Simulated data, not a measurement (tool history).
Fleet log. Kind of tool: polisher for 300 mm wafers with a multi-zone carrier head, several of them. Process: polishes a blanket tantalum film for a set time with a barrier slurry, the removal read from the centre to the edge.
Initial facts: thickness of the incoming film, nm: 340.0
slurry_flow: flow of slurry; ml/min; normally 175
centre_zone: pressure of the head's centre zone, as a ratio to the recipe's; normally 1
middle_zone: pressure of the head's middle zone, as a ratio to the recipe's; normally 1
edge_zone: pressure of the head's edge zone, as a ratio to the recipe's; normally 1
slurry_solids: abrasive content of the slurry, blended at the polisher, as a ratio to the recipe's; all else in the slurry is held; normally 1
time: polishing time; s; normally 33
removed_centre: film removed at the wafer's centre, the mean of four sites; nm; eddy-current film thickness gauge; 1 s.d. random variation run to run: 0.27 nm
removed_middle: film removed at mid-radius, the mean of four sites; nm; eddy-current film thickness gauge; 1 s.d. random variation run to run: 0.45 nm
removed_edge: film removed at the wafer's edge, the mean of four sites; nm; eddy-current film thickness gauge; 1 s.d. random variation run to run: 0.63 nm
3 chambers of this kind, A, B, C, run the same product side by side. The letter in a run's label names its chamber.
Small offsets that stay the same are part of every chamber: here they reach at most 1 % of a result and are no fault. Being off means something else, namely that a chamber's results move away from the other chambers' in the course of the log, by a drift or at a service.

run 1B hour=5.3 | slurry_flow=175 centre_zone=1 middle_zone=1 edge_zone=1 slurry_solids=1 time=33 | removed_centre=43.304 removed_middle=42.824 removed_edge=43.327
run 2A hour=9.9 | slurry_flow=175 centre_zone=1 middle_zone=1 edge_zone=1 slurry_solids=1 time=33 | removed_centre=42.686 removed_middle=43.582 removed_edge=42.994
run 3C hour=12.8 | slurry_flow=175 centre_zone=1 middle_zone=1 edge_zone=1 slurry_solids=1 time=33 | removed_centre=43.245 removed_middle=43.904 removed_edge=44.349
run 4B hour=17.7 | slurry_flow=175 centre_zone=1 middle_zone=1 edge_zone=1 slurry_solids=1 time=33 | removed_centre=43.379 removed_middle=43.965 removed_edge=43.937
-- hour=18 chamber B: worn pad replaced by a new one
run 5A hour=21.8 | slurry_flow=175 centre_zone=1 middle_zone=1 edge_zone=1 slurry_solids=1 time=33 | removed_centre=43.181 removed_middle=43.571 removed_edge=43.535
run 6C hour=27.1 | slurry_flow=175 centre_zone=1 middle_zone=1 edge_zone=1 slurry_solids=1 time=33 | removed_centre=43.354 removed_middle=43.706 removed_edge=43.141
run 7B hour=31.7 | slurry_flow=175 centre_zone=1 middle_zone=1 edge_zone=1 slurry_solids=1 time=33 | removed_centre=43.908 removed_middle=44.32 removed_edge=44.604
-- hour=32.1 chamber A: worn pad replaced by a new one
-- hour=33.7 chamber C: worn pad replaced by a new one
run 8A hour=36.8 | slurry_flow=175 centre_zone=1 middle_zone=1 edge_zone=1 slurry_solids=1 time=33 | removed_centre=43.323 removed_middle=43.459 removed_edge=43.55
-- hour=39.1 chamber B: slurry nozzle cleaned
run 9C hour=39.6 | slurry_flow=175 centre_zone=1 middle_zone=1 edge_zone=1 slurry_solids=1 time=33 | removed_centre=43.404 removed_middle=43.916 removed_edge=43.7
run 10B hour=42.9 | slurry_flow=175 centre_zone=1 middle_zone=1 edge_zone=1 slurry_solids=1 time=33 | removed_centre=43.814 removed_middle=43.836 removed_edge=43.706
run 11C hour=46.8 | slurry_flow=175 centre_zone=1 middle_zone=1 edge_zone=1 slurry_solids=1 time=33 | removed_centre=43.676 removed_middle=43.427 removed_edge=43.963
run 12A hour=49.9 | slurry_flow=175 centre_zone=1 middle_zone=1 edge_zone=1 slurry_solids=1 time=33 | removed_centre=43.417 removed_middle=43.233 removed_edge=44.124
run 13C hour=55.9 | slurry_flow=175 centre_zone=1 middle_zone=1 edge_zone=1 slurry_solids=1 time=33 | removed_centre=43.619 removed_middle=43.415 removed_edge=44.06
run 14B hour=58.8 | slurry_flow=175 centre_zone=1 middle_zone=1 edge_zone=1 slurry_solids=1 time=33 | removed_centre=43.561 removed_middle=43.185 removed_edge=42.695
run 15A hour=62.2 | slurry_flow=175 centre_zone=1 middle_zone=1 edge_zone=1 slurry_solids=1.25 time=40 | removed_centre=55.681 removed_middle=54.333 removed_edge=56.63
run 16A hour=66.6 | slurry_flow=175 centre_zone=1 middle_zone=1 edge_zone=1 slurry_solids=1.25 time=40 | removed_centre=55.381 removed_middle=54.469 removed_edge=55.054
run 17B hour=70.6 | slurry_flow=175 centre_zone=1 middle_zone=1 edge_zone=1 slurry_solids=1.25 time=40 | removed_centre=55.819 removed_middle=56.082 removed_edge=55.237
run 18C hour=76.6 | slurry_flow=175 centre_zone=1 middle_zone=1 edge_zone=1 slurry_solids=1 time=33 | removed_centre=43.483 removed_middle=43.721 removed_edge=43.703
run 19A hour=81.7 | slurry_flow=175 centre_zone=1 middle_zone=1 edge_zone=1 slurry_solids=1 time=33 | removed_centre=43.546 removed_middle=43.811 removed_edge=44.053
run 20C hour=86.2 | slurry_flow=175 centre_zone=1 middle_zone=1 edge_zone=1 slurry_solids=1 time=33 | removed_centre=43.735 removed_middle=43.139 removed_edge=44.544
run 21B hour=89.5 | slurry_flow=175 centre_zone=1 middle_zone=1 edge_zone=1 slurry_solids=1 time=33 | removed_centre=43.235 removed_middle=43.535 removed_edge=42.542
-- hour=93 chamber A: worn pad replaced by a new one
run 22A hour=95.5 | slurry_flow=175 centre_zone=1 middle_zone=1 edge_zone=1 slurry_solids=1 time=33 | removed_centre=43.27 removed_middle=43.208 removed_edge=43.869

Next, every chamber runs the same settings. What will each give?
run 23A hour=99.9 | slurry_flow=175 centre_zone=1 middle_zone=1 edge_zone=1 slurry_solids=1 time=33 | removed_centre=? removed_middle=? removed_edge=?
run 23B hour=99.9 | slurry_flow=175 centre_zone=1 middle_zone=1 edge_zone=1 slurry_solids=1 time=33 | removed_centre=? removed_middle=? removed_edge=?
run 23C hour=99.9 | slurry_flow=175 centre_zone=1 middle_zone=1 edge_zone=1 slurry_solids=1 time=33 | removed_centre=? removed_middle=? removed_edge=?

run=23A removed_centre=43.309 removed_middle=43.306 removed_edge=43.441
run=23B removed_centre=43.481 removed_middle=44.066 removed_edge=42.992
run=23C removed_centre=43.431 removed_middle=43.853 removed_edge=44.002
